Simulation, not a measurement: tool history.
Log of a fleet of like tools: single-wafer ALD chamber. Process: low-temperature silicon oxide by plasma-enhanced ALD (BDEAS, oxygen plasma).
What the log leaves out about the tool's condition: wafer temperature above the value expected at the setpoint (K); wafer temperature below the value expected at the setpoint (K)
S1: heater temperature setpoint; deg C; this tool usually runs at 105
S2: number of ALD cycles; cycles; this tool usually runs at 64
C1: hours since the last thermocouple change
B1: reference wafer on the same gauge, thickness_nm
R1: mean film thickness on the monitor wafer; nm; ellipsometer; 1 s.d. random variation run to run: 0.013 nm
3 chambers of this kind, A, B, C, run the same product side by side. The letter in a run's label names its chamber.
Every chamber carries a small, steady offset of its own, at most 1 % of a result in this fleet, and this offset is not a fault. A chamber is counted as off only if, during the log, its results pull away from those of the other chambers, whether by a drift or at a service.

run    day   S1  S2     C1      B1      R1
 1C  0.317  105  64  719.1  9.6482   9.009
 2B  0.521  105  64  379.2  9.6439  9.1192
 3A  0.712  105  64  527.6  9.6421  8.9871
 4A  1.088  105  64  536.6   9.642  8.9933
 5C  1.379  105  64  744.6  9.6395  9.0326
 6B  1.542   96  64  403.7  9.6379  9.3397
 7A  1.783   96  64  553.3   9.638  9.1817
 8C  2.004   96  64  759.6  9.6367  9.2564
 9B  2.317  114  69  422.3  9.6269  9.6507
10A  2.592  114  69  572.7  9.6293  9.5414
11B  2.775  114  69  433.3  9.6259  9.6892
12C  2.958  105  64  782.5   9.625  9.0236
13A  3.321  105  64  590.2  9.6226  8.9666
14C  3.512  105  64  795.8  9.6221  9.0086
15B  3.871  105  64  459.6  9.6224  9.0954
16C  4.146  105  64    811  9.6172  8.9977
17A  4.354  105  64    615  9.6167  8.9806
18B  4.612  105  64  477.4  9.6128  9.0886
19B    4.8  105  64  481.9  9.6106  9.0868
20C  5.088  105  64  833.6  9.6091  9.0087
21A  5.392  105  64  639.9  9.6062  8.9948
22B  5.742  105  64  504.5  9.6024  9.0661
23A  6.029  118  64  655.2  9.6016  8.7445
24C  6.296  118  64  862.6  9.6007  8.7523
25C  6.646  118  64    871  9.6002  8.7536
26B  6.988  105  64  534.4  9.5958  9.0887

One chamber off, gauge drift, or nothing amiss beyond the chambers' own small offsets? If it is a chamber, which one, and what is the likeliest cause?

Gauge drift. The chambers move together only on paper, and none stands off.
Most likely cause: gauge reads low (%) = 0.603.
